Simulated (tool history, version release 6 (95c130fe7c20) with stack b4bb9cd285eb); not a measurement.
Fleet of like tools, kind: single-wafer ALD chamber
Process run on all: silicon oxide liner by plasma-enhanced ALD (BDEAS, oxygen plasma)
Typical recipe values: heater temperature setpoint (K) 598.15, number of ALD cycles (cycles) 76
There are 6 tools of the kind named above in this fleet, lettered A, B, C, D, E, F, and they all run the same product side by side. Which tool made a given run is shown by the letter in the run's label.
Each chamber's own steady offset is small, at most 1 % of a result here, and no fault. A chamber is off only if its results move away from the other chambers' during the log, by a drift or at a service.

run     day  heater temperature setpoint (K)  number of ALD cycles (cycles)  read-back reference wafer on the same gauge, thickness_nm  mean film thickness on the monitor wafer (nm)
 1A   0.375                           598.15                             76                                                     7.1877                                         6.8378
 2E   0.875                           598.15                             76                                                     7.1921                                         6.8413
 3D   1.362                           598.15                             76                                                     7.1914                                         6.8177
 4F   1.633                           598.15                             76                                                     7.1941                                         6.8674
 5C   1.908                           598.15                             76                                                     7.1953                                         6.8442
 6B   2.288                           598.15                             76                                                     7.1957                                         6.8278
 7F   2.833                           598.15                             76                                                     7.1963                                         6.8766
 8C   3.296                           598.15                             76                                                     7.1964                                         6.8698
 9D     3.6                           598.15                             76                                                     7.2009                                         6.8138
10B     3.9                           598.15                             76                                                     7.1999                                         6.8273
11A   4.508                           598.15                             76                                                      7.201                                         6.8419
12E   5.004                           598.15                             76                                                     7.2039                                         6.8435
13E   5.304                           598.15                             76                                                     7.2019                                           6.85
14D   5.712                           598.15                             76                                                     7.2035                                         6.8506
15F   6.004                           598.15                             76                                                     7.2064                                         6.8833
16C   6.275                           609.15                             85                                                     7.2065                                         7.5427
17A   6.617                           609.15                             85                                                     7.2056                                         7.5088
18B   7.125                           609.15                             85                                                     7.2106                                         7.5433
19D   7.438                           609.15                             85                                                     7.2104                                         7.5003
20F   8.042                           609.15                             85                                                     7.2089                                         7.5862
21E   8.633                           609.15                             85                                                     7.2115                                         7.5413
22A   9.021                           598.15                             76                                                     7.2149                                         6.8756
23B   9.496                           598.15                             76                                                     7.2154                                         6.8433
24C   9.892                           598.15                             76                                                     7.2191                                         6.8619
25C  10.338                           598.15                             76                                                     7.2173                                         6.8708
26F  10.729                           598.15                             76                                                     7.2161                                         6.9119
27B      11                           586.15                             83                                                     7.2198                                         7.6165
28D  11.533                           586.15                             83                                                     7.2189                                         7.5957
     11.825  -- chamber F: thermocouple changed; heater temperature recalibrated
29A  12.017                           586.15                             83                                                     7.2208                                         7.5973
30E  12.554                           586.15                             83                                                     7.2238                                         7.6372
31B   12.95                           586.15                             83                                                     7.2241                                         7.6422
32D  13.362                           586.15                             83                                                     7.2229                                         7.5967
33C  13.988                           598.15                             76                                                     7.2231                                         6.8561
34A  14.258                           598.15                             76                                                     7.2286                                         6.8529
35F  14.775                           598.15                             76                                                     7.2279                                         6.9058
     15.142  -- chamber D: thermocouple changed; heater temperature recalibrated
36E  15.317                           598.15                             76                                                     7.2276                                         6.8671
37A  15.654                           598.15                             76                                                     7.2309                                         6.8678
38D  16.054                           598.15                             76                                                     7.2302                                         6.8503
39F   16.45                           598.15                             76                                                     7.2327                                         6.8949
40C  17.017                           598.15                             76                                                     7.2351                                         6.8646

Next, all 6 chambers run the settings below, one line each with question marks for the results. What does each chamber give?
41A  17.462                           598.15                             76                                                                                                         ?
41B  17.462                           598.15                             76                                                                                                         ?
41C  17.462                           598.15                             76                                                                                                         ?
41D  17.462                           598.15                             76                                                                                                         ?
41E  17.462                           598.15                             76                                                                                                         ?
41F  17.462                           598.15                             76                                                                                                         ?

run  mean film thickness on the monitor wafer (nm)
41A                                         6.8781
41B                                         6.8547
41C                                         6.8824
41D                                         6.8676
41E                                         6.8747
41F                                         6.9066
